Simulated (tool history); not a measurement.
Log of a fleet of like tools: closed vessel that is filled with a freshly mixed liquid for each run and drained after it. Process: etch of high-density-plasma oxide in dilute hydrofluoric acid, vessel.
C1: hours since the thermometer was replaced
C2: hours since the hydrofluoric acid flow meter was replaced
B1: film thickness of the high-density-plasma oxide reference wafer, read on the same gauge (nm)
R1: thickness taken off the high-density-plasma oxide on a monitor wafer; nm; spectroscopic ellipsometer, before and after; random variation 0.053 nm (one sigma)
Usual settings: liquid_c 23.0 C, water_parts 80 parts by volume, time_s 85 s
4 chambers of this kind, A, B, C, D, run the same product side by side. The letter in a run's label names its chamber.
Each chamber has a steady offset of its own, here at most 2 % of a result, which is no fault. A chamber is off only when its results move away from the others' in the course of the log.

Run 1D, hour 4.2: usual settings; C1 815.9; C2 174.9; B1 140.00. Result: R1 5.8951 nm.
Run 2A, hour 12.5: usual settings; C1 1367.5; C2 1136.0; B1 140.01. Result: R1 5.9517 nm.
Run 3B, hour 18.2: usual settings; C1 1361.3; C2 26.7; B1 140.00. Result: R1 6.0665 nm.
Run 4C, hour 22.0: usual settings; C1 34.2; C2 773.1; B1 139.97. Result: R1 5.8023 nm.
Run 5A, hour 26.5: usual settings; C1 1381.5; C2 1150.0; B1 140.01. Result: R1 5.8949 nm.
Run 6B, hour 31.3: usual settings; C1 1374.4; C2 39.8; B1 140.00. Result: R1 6.0354 nm.
Run 7C, hour 39.7: usual settings; C1 51.9; C2 790.8; B1 140.00. Result: R1 5.8932 nm.
Run 8D, hour 45.5: usual settings; C1 857.2; C2 216.2; B1 139.99. Result: R1 5.9371 nm.
Run 9A, hour 50.2: usual settings; C1 1405.2; C2 1173.7; B1 140.00. Result: R1 5.9337 nm.
Run 10B, hour 57.4: usual settings; C1 1400.5; C2 65.9; B1 140.01. Result: R1 6.0646 nm.
Run 11D, hour 62.1: usual settings but time_s 115 s; C1 873.8; C2 232.8; B1 139.96. Result: R1 7.8783 nm.
Run 12C, hour 68.0: usual settings but time_s 115 s; C1 80.2; C2 819.1; B1 140.00. Result: R1 7.9375 nm.
Run 13C, hour 75.4: usual settings but time_s 115 s; C1 87.6; C2 826.5; B1 140.01. Result: R1 7.8527 nm.
Run 14D, hour 80.8: usual settings but time_s 115 s; C1 892.5; C2 251.5; B1 139.99. Result: R1 8.1459 nm.
Run 15B, hour 85.3: usual settings; C1 1428.4; C2 93.8; B1 140.02. Result: R1 6.0485 nm.
Run 16A, hour 92.3: usual settings; C1 1447.3; C2 1215.8; B1 139.97. Result: R1 5.9450 nm.
At hour 94.4: chamber D: thermometer replaced.
Run 17D, hour 98.0: usual settings; C1 3.6; C2 268.7; B1 139.99. Result: R1 5.9821 nm.
Run 18A, hour 101.8: usual settings but liquid_c 25.0 C; C1 1456.8; C2 1225.3; B1 139.98. Result: R1 6.4589 nm.
Run 19B, hour 107.6: usual settings but liquid_c 25.0 C; C1 1450.7; C2 116.1; B1 140.00. Result: R1 6.6420 nm.
Run 20C, hour 112.6: usual settings but liquid_c 25.0 C; C1 124.8; C2 863.7; B1 140.01. Result: R1 6.2779 nm.
Run 21C, hour 119.3: usual settings but liquid_c 25.0 C; C1 131.5; C2 870.4; B1 140.00. Result: R1 6.3887 nm.
Run 22B, hour 123.3: usual settings; C1 1466.4; C2 131.8; B1 140.00. Result: R1 6.1785 nm.
Run 23D, hour 127.6: usual settings; C1 33.2; C2 298.3; B1 140.00. Result: R1 5.9752 nm.
Run 24A, hour 135.8: usual settings; C1 1490.8; C2 1259.3; B1 139.99. Result: R1 5.8550 nm.
Run 25C, hour 144.3: usual settings but water_parts 120 parts by volume; C1 156.5; C2 895.4; B1 140.01. Result: R1 3.7264 nm.
Run 26D, hour 151.8: usual settings but water_parts 120 parts by volume; C1 57.4; C2 322.5; B1 140.00. Result: R1 3.8060 nm.
Run 27A, hour 157.3: usual settings but water_parts 120 parts by volume; C1 1512.3; C2 1280.8; B1 140.01. Result: R1 3.7539 nm.
Run 28B, hour 164.2: usual settings but water_parts 120 parts by volume; C1 1507.3; C2 172.7; B1 140.00. Result: R1 4.0200 nm.
Run 29A, hour 172.5: usual settings; C1 1527.5; C2 1296.0; B1 140.04. Result: R1 5.9487 nm.
Run 30C, hour 176.5: usual settings but liquid_c 25.5 C, water_parts 110 parts by volume; C1 188.7; C2 927.6; B1 140.00. Result: R1 4.5488 nm.
Run 31B, hour 180.5: usual settings but liquid_c 25.5 C, water_parts 110 parts by volume; C1 1523.6; C2 189.0; B1 139.99. Result: R1 4.9532 nm.
Run 32D, hour 188.1: usual settings but liquid_c 25.5 C, water_parts 110 parts by volume; C1 93.7; C2 358.8; B1 140.00. Result: R1 4.6734 nm.
Run 33A, hour 195.3: usual settings but liquid_c 25.5 C, water_parts 110 parts by volume; C1 1550.3; C2 1318.8; B1 140.01. Result: R1 4.6187 nm.
Run 34C, hour 203.7: usual settings; C1 215.9; C2 954.8; B1 140.01. Result: R1 5.8691 nm.
Run 35B, hour 208.6: usual settings; C1 1551.7; C2 217.1; B1 140.00. Result: R1 6.3632 nm.
Run 36D, hour 217.0: usual settings; C1 122.6; C2 387.7; B1 140.00. Result: R1 5.9997 nm.
Run 37C, hour 221.4: usual settings; C1 233.6; C2 972.5; B1 140.01. Result: R1 5.8124 nm.
Run 38A, hour 225.7: usual settings; C1 1580.7; C2 1349.2; B1 139.96. Result: R1 5.9287 nm.
Run 39B, hour 230.9: usual settings but water_parts 115 parts by volume, time_s 120 s; C1 1574.0; C2 239.4; B1 139.99. Result: R1 6.0630 nm.
Run 40D, hour 237.9: usual settings but water_parts 115 parts by volume, time_s 120 s; C1 143.5; C2 408.6; B1 140.00. Result: R1 5.6107 nm.

All 4 chambers run these settings next. Forecast each chamber's results:
Run 41A, hour 244.0: usual settings. Result: R1 ?.
Run 41B, hour 244.0: usual settings. Result: R1 ?.
Run 41C, hour 244.0: usual settings. Result: R1 ?.
Run 41D, hour 244.0: usual settings. Result: R1 ?.

run      R1
41A  5.9243
41B  6.4226
41C  5.8492
41D  5.9878
